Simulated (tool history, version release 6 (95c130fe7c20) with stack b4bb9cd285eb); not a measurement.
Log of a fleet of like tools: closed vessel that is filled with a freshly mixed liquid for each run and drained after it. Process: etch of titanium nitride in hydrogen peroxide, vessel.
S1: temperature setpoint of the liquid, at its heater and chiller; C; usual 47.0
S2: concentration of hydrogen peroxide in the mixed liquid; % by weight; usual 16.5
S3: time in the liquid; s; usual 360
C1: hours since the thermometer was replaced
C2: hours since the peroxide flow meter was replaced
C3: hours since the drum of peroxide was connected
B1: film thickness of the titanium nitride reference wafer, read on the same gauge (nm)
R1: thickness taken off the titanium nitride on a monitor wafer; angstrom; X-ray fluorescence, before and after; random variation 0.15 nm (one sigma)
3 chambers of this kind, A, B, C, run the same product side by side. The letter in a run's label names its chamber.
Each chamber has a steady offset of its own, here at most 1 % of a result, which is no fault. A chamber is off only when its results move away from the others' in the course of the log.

{"run": "1A", "hour": 5.9, "S1": 47.0, "S2": 16.5, "S3": 360, "C1": 1055.9, "C2": 98.0, "C3": 888.7, "B1": 69.981, "R1": 158.77}
{"run": "2B", "hour": 9.9, "S1": 47.0, "S2": 16.5, "S3": 360, "C1": 1477.0, "C2": 928.1, "C3": 535.4, "B1": 69.952, "R1": 162.22}
{"run": "3C", "hour": 17.1, "S1": 47.0, "S2": 16.5, "S3": 360, "C1": 127.9, "C2": 1778.2, "C3": 123.7, "B1": 69.997, "R1": 161.98}
{"run": "4B", "hour": 23.0, "S1": 47.0, "S2": 16.5, "S3": 360, "C1": 1490.1, "C2": 941.2, "C3": 548.5, "B1": 69.945, "R1": 164.64}
{"run": "5C", "hour": 29.7, "S1": 47.0, "S2": 16.5, "S3": 360, "C1": 140.5, "C2": 1790.8, "C3": 136.3, "B1": 70.003, "R1": 162.31}
{"run": "6A", "hour": 37.7, "S1": 47.0, "S2": 20.5, "S3": 360, "C1": 1087.7, "C2": 129.8, "C3": 920.5, "B1": 70.011, "R1": 168.66}
{"run": "7A", "hour": 42.2, "S1": 47.0, "S2": 20.5, "S3": 360, "C1": 1092.2, "C2": 134.3, "C3": 925.0, "B1": 69.99, "R1": 163.93}
{"run": "8C", "hour": 46.8, "S1": 47.0, "S2": 20.5, "S3": 360, "C1": 157.6, "C2": 1807.9, "C3": 153.4, "B1": 69.992, "R1": 169.14}
{"run": "9B", "hour": 52.3, "S1": 55.5, "S2": 16.5, "S3": 160, "C1": 1519.4, "C2": 970.5, "C3": 577.8, "B1": 69.997, "R1": 133.47}
{"run": "10B", "hour": 58.9, "S1": 55.5, "S2": 16.5, "S3": 160, "C1": 1526.0, "C2": 977.1, "C3": 584.4, "B1": 70.008, "R1": 133.52}
{"run": "11A", "hour": 63.9, "S1": 55.5, "S2": 16.5, "S3": 160, "C1": 1113.9, "C2": 156.0, "C3": 946.7, "B1": 70.013, "R1": 127.58}
{"hour": 69.1, "done": "chamber A: new drum of peroxide connected"}
{"run": "12C", "hour": 69.8, "S1": 47.0, "S2": 16.5, "S3": 360, "C1": 180.6, "C2": 1830.9, "C3": 176.4, "B1": 69.998, "R1": 160.78}
{"run": "13C", "hour": 76.9, "S1": 47.0, "S2": 16.5, "S3": 360, "C1": 187.7, "C2": 1838.0, "C3": 183.5, "B1": 69.987, "R1": 162.99}
{"run": "14B", "hour": 83.4, "S1": 47.0, "S2": 16.5, "S3": 360, "C1": 1550.5, "C2": 1001.6, "C3": 608.9, "B1": 70.024, "R1": 166.78}
{"run": "15A", "hour": 88.3, "S1": 47.0, "S2": 16.5, "S3": 360, "C1": 1138.3, "C2": 180.4, "C3": 19.2, "B1": 70.01, "R1": 161.85}
{"run": "16B", "hour": 93.4, "S1": 47.0, "S2": 16.5, "S3": 360, "C1": 1560.5, "C2": 1011.6, "C3": 618.9, "B1": 70.006, "R1": 167.99}
{"run": "17C", "hour": 99.5, "S1": 47.0, "S2": 16.5, "S3": 360, "C1": 210.3, "C2": 1860.6, "C3": 206.1, "B1": 70.014, "R1": 160.76}
{"run": "18A", "hour": 103.5, "S1": 47.0, "S2": 16.5, "S3": 360, "C1": 1153.5, "C2": 195.6, "C3": 34.4, "B1": 70.022, "R1": 159.72}
{"run": "19C", "hour": 109.5, "S1": 47.0, "S2": 16.5, "S3": 360, "C1": 220.3, "C2": 1870.6, "C3": 216.1, "B1": 69.973, "R1": 161.6}
{"run": "20A", "hour": 113.5, "S1": 47.0, "S2": 16.5, "S3": 360, "C1": 1163.5, "C2": 205.6, "C3": 44.4, "B1": 69.944, "R1": 160.95}
{"hour": 115.8, "done": "chamber B: new drum of peroxide connected"}
{"run": "21B", "hour": 117.2, "S1": 47.0, "S2": 16.5, "S3": 360, "C1": 1584.3, "C2": 1035.4, "C3": 1.4, "B1": 69.987, "R1": 169.49}
{"run": "22B", "hour": 122.4, "S1": 47.0, "S2": 16.5, "S3": 360, "C1": 1589.5, "C2": 1040.6, "C3": 6.6, "B1": 70.025, "R1": 170.48}
{"run": "23C", "hour": 126.3, "S1": 47.0, "S2": 16.5, "S3": 360, "C1": 237.1, "C2": 1887.4, "C3": 232.9, "B1": 70.01, "R1": 160.29}
{"run": "24A", "hour": 129.8, "S1": 43.5, "S2": 16.5, "S3": 180, "C1": 1179.8, "C2": 221.9, "C3": 60.7, "B1": 69.987, "R1": 62.682}
{"run": "25B", "hour": 135.5, "S1": 43.5, "S2": 16.5, "S3": 180, "C1": 1602.6, "C2": 1053.7, "C3": 19.7, "B1": 70.002, "R1": 67.016}
{"run": "26A", "hour": 142.2, "S1": 43.5, "S2": 16.5, "S3": 180, "C1": 1192.2, "C2": 234.3, "C3": 73.1, "B1": 69.96, "R1": 62.4}
{"run": "27C", "hour": 147.8, "S1": 47.0, "S2": 16.5, "S3": 360, "C1": 258.6, "C2": 1908.9, "C3": 254.4, "B1": 70.028, "R1": 164.7}

All 3 chambers run these settings next. Forecast each chamber's results:
{"run": "28A", "hour": 153.6, "S1": 47.0, "S2": 13.5, "S3": 360, "R1": "?"}
{"run": "28B", "hour": 153.6, "S1": 47.0, "S2": 13.5, "S3": 360, "R1": "?"}
{"run": "28C", "hour": 153.6, "S1": 47.0, "S2": 13.5, "S3": 360, "R1": "?"}

run=28A R1=153.590
run=28B R1=163.130
run=28C R1=155.330

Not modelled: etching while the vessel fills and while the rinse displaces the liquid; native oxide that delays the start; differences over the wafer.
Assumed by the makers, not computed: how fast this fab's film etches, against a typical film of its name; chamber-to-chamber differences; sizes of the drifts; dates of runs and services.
